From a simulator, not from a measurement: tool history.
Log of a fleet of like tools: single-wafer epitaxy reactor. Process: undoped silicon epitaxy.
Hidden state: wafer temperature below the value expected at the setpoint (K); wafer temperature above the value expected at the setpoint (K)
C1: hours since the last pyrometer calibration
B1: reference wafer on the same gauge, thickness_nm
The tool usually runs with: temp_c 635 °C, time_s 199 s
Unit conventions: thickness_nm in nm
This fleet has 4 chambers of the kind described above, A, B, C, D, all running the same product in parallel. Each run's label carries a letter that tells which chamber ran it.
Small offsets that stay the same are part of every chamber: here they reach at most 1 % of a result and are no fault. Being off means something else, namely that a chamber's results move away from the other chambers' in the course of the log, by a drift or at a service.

run 1A day=0.292 | temp_c=635 time_s=199 | C1=121 | B1=24.991 | thickness_nm=24.129
run 2C day=0.546 | temp_c=635 time_s=199 | C1=902.8 | B1=24.989 | thickness_nm=24.098
run 3B day=1.046 | temp_c=635 time_s=199 | C1=546.9 | B1=24.993 | thickness_nm=24.229
run 4D day=1.579 | temp_c=635 time_s=199 | C1=992.4 | B1=24.998 | thickness_nm=24.055
run 5C day=1.996 | temp_c=635 time_s=199 | C1=937.6 | B1=25.008 | thickness_nm=24.036
run 6A day=2.462 | temp_c=635 time_s=199 | C1=173.1 | B1=24.987 | thickness_nm=24.002
run 7B day=2.983 | temp_c=635 time_s=199 | C1=593.4 | B1=24.999 | thickness_nm=24.222
run 8D day=3.312 | temp_c=629 time_s=232 | C1=1034 | B1=24.978 | thickness_nm=24.716
run 9B day=3.617 | temp_c=629 time_s=232 | C1=608.6 | B1=25.017 | thickness_nm=24.624
run 10D day=3.942 | temp_c=629 time_s=232 | C1=1049.1 | B1=25.006 | thickness_nm=24.707
run 11C day=4.383 | temp_c=629 time_s=232 | C1=994.9 | B1=25.013 | thickness_nm=24.567
run 12A day=4.767 | temp_c=635 time_s=199 | C1=228.4 | B1=24.979 | thickness_nm=24.054
run 13B day=5.308 | temp_c=635 time_s=199 | C1=649.2 | B1=25 | thickness_nm=24.117
run 14D day=5.829 | temp_c=635 time_s=199 | C1=1094.4 | B1=25.002 | thickness_nm=24.362
run 15A day=6.133 | temp_c=635 time_s=199 | C1=261.2 | B1=24.996 | thickness_nm=24.176
run 16C day=6.462 | temp_c=635 time_s=199 | C1=1044.8 | B1=24.997 | thickness_nm=24.02
run 17A day=6.742 | temp_c=635 time_s=161 | C1=275.8 | B1=25.009 | thickness_nm=19.51
run 18D day=7.179 | temp_c=635 time_s=161 | C1=1126.8 | B1=25.016 | thickness_nm=19.781
run 19C day=7.475 | temp_c=635 time_s=161 | C1=1069.1 | B1=24.988 | thickness_nm=19.457
run 20B day=7.912 | temp_c=635 time_s=161 | C1=711.7 | B1=24.996 | thickness_nm=19.653
run 21C day=8.388 | temp_c=635 time_s=199 | C1=1091 | B1=24.995 | thickness_nm=24.089
run 22D day=8.688 | temp_c=635 time_s=199 | C1=1163 | B1=25.006 | thickness_nm=24.593
run 23B day=8.933 | temp_c=635 time_s=199 | C1=736.2 | B1=25.016 | thickness_nm=24.186
run 24A day=9.3 | temp_c=635 time_s=199 | C1=337.2 | B1=24.986 | thickness_nm=24.099
run 25C day=9.792 | temp_c=635 time_s=199 | C1=1124.7 | B1=24.988 | thickness_nm=23.997
run 26B day=10.129 | temp_c=635 time_s=169 | C1=764.9 | B1=24.995 | thickness_nm=20.461
run 27D day=10.492 | temp_c=635 time_s=169 | C1=1206.3 | B1=25.019 | thickness_nm=20.901
run 28A day=11.021 | temp_c=635 time_s=169 | C1=378.5 | B1=25.002 | thickness_nm=20.301
run 29B day=11.496 | temp_c=635 time_s=169 | C1=797.7 | B1=25.012 | thickness_nm=20.549
run 30C day=11.833 | temp_c=635 time_s=199 | C1=1173.7 | B1=24.982 | thickness_nm=24.001
run 31A day=12.162 | temp_c=635 time_s=199 | C1=405.9 | B1=25.009 | thickness_nm=24.004
run 32D day=12.458 | temp_c=635 time_s=199 | C1=1253.5 | B1=25.022 | thickness_nm=24.773
-- day=12.525 chamber C: pyrometer calibrated
run 33C day=12.921 | temp_c=635 time_s=199 | C1=9.5 | B1=25.029 | thickness_nm=24.066
run 34B day=13.25 | temp_c=635 time_s=199 | C1=839.8 | B1=24.994 | thickness_nm=24.267
run 35A day=13.646 | temp_c=635 time_s=199 | C1=441.5 | B1=24.986 | thickness_nm=23.948
run 36D day=13.938 | temp_c=635 time_s=199 | C1=1289 | B1=24.989 | thickness_nm=24.957
run 37A day=14.471 | temp_c=635 time_s=199 | C1=461.3 | B1=25.023 | thickness_nm=24.056
run 38C day=14.888 | temp_c=635 time_s=199 | C1=56.7 | B1=25.005 | thickness_nm=24.11
run 39B day=15.242 | temp_c=635 time_s=199 | C1=887.6 | B1=24.975 | thickness_nm=24.242
run 40D day=15.621 | temp_c=635 time_s=199 | C1=1329.4 | B1=24.992 | thickness_nm=24.924
run 41C day=16.129 | temp_c=635 time_s=199 | C1=86.5 | B1=25.004 | thickness_nm=24.015
run 42B day=16.529 | temp_c=635 time_s=199 | C1=918.5 | B1=24.989 | thickness_nm=24.169

Is one chamber out of step, is the gauge drifting, or do the chambers differ by no more than their own small offsets? For an off chamber, give its letter and the likeliest cause.

It is chamber D that slowly wanders off from its peers.
Cause: wafer temperature above the value expected at the setpoint (K) = 1.78.

Chamber D could run next with any of the 4 candidate recipes listed below; each alters the usual settings, and their results appear as question marks. Which one brings its results back in line with what the other chambers deliver on the usual settings?
In line means no further than this from the other chambers' mean on the usual settings: thickness_nm 0.24 nm
run 43D-1 day=16.921 | temp_c=633 time_s=199 | thickness_nm=?
run 43D-2 day=16.921 | temp_c=638 time_s=204 | thickness_nm=?
run 43D-3 day=16.921 | temp_c=637 time_s=199 | thickness_nm=?
run 43D-4 day=16.921 | temp_c=631 time_s=199 | thickness_nm=?

The mean the other chambers reach with the usual settings: thickness_nm 24.089 nm
run=43D-1 thickness_nm=23.956
run=43D-2 thickness_nm=27.443
run=43D-3 thickness_nm=26.185
run=43D-4 thickness_nm=22.908
43D-1 puts the chamber back in line with the other chambers.
